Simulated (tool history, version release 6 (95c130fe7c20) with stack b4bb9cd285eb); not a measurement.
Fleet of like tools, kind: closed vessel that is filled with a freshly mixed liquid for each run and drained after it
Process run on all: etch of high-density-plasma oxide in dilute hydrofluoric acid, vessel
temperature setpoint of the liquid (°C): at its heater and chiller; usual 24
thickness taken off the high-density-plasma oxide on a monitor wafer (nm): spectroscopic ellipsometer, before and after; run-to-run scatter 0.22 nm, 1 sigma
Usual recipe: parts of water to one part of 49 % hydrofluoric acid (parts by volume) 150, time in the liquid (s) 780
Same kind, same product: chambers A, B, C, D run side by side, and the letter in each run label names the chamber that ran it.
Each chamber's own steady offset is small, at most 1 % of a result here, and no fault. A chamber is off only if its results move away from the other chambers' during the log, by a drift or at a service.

| run | day | temperature setpoint of the liquid (°C) | parts of water to one part of 49 % hydrofluoric acid (parts by volume) | time in the liquid (s) | read-back film thickness of the high-density-plasma oxide reference wafer, read on the same gauge (nm) | thickness taken off the high-density-plasma oxide on a monitor wafer (nm) |
|---|---|---|---|---|---|---|
| 1D | 0.379 | 24 | 150 | 780 | 79.997 | 31.334 |
| 2C | 0.588 | 24 | 150 | 780 | 80.003 | 31.235 |
| 3B | 1.004 | 24 | 150 | 780 | 79.997 | 31.336 |
| 4A | 1.258 | 24 | 150 | 780 | 79.995 | 31.796 |
| 5C | 1.604 | 24 | 150 | 780 | 79.991 | 31.329 |
| 6B | 1.95 | 24 | 150 | 780 | 79.983 | 31.603 |
| 7D | 2.208 | 24 | 150 | 780 | 79.989 | 31.587 |
| 8A | 2.517 | 24 | 150 | 780 | 80.005 | 31.733 |
| 9B | 2.842 | 24 | 150 | 780 | 79.987 | 31.709 |
|  | 3.071 | chamber B: hydrofluoric acid flow meter replaced |
| 10A | 3.288 | 24 | 200 | 780 | 80.009 | 22.299 |
| 11C | 3.596 | 24 | 200 | 780 | 80.007 | 22.408 |
| 12D | 3.8 | 24 | 200 | 780 | 80.002 | 22.318 |
| 13B | 4.217 | 24 | 200 | 780 | 79.995 | 22.245 |
| 14D | 4.504 | 24 | 150 | 780 | 80.007 | 31.8 |
| 15C | 4.812 | 24 | 150 | 780 | 79.982 | 31.377 |
| 16A | 5.033 | 24 | 150 | 780 | 80.003 | 31.901 |
| 17B | 5.396 | 24 | 150 | 780 | 80.019 | 30.977 |
| 18A | 5.862 | 24 | 150 | 780 | 79.988 | 31.453 |
| 19D | 6.175 | 24 | 150 | 640 | 80.006 | 26.035 |
| 20C | 6.621 | 24 | 150 | 640 | 80.03 | 25.269 |
| 21C | 6.908 | 24 | 150 | 640 | 80.001 | 25.915 |
| 22D | 7.117 | 24 | 150 | 640 | 80.003 | 25.705 |
| 23A | 7.562 | 24 | 150 | 780 | 80.01 | 31.754 |
| 24B | 7.854 | 24 | 150 | 780 | 79.973 | 30.293 |
| 25C | 8.192 | 24 | 150 | 780 | 80.001 | 30.832 |
| 26A | 8.512 | 24 | 150 | 780 | 79.975 | 31.712 |
| 27D | 8.925 | 24 | 150 | 350 | 80.008 | 14.018 |
| 28B | 9.242 | 24 | 150 | 350 | 79.993 | 13.359 |
| 29B | 9.683 | 24 | 150 | 350 | 80.016 | 13.502 |
| 30A | 9.979 | 24 | 150 | 350 | 80.012 | 14.264 |
| 31D | 10.317 | 24 | 150 | 780 | 80.006 | 31.618 |
| 32C | 10.708 | 24 | 150 | 780 | 80.001 | 31.369 |
| 33C | 10.921 | 24 | 150 | 780 | 79.999 | 31.222 |
| 34B | 11.225 | 27.5 | 150 | 780 | 79.997 | 33.809 |

All chambers now run identical settings, listed one chamber a line with results as question marks. What results will each chamber show?
| 35A | 11.562 | 24 | 150 | 780 |  | ? |
| 35B | 11.562 | 24 | 150 | 780 |  | ? |
| 35C | 11.562 | 24 | 150 | 780 |  | ? |
| 35D | 11.562 | 24 | 150 | 780 |  | ? |

| run | thickness taken off the high-density-plasma oxide on a monitor wafer (nm) |
|---|---|
| 35A | 32.224 |
| 35B | 29.321 |
| 35C | 30.796 |
| 35D | 31.668 |
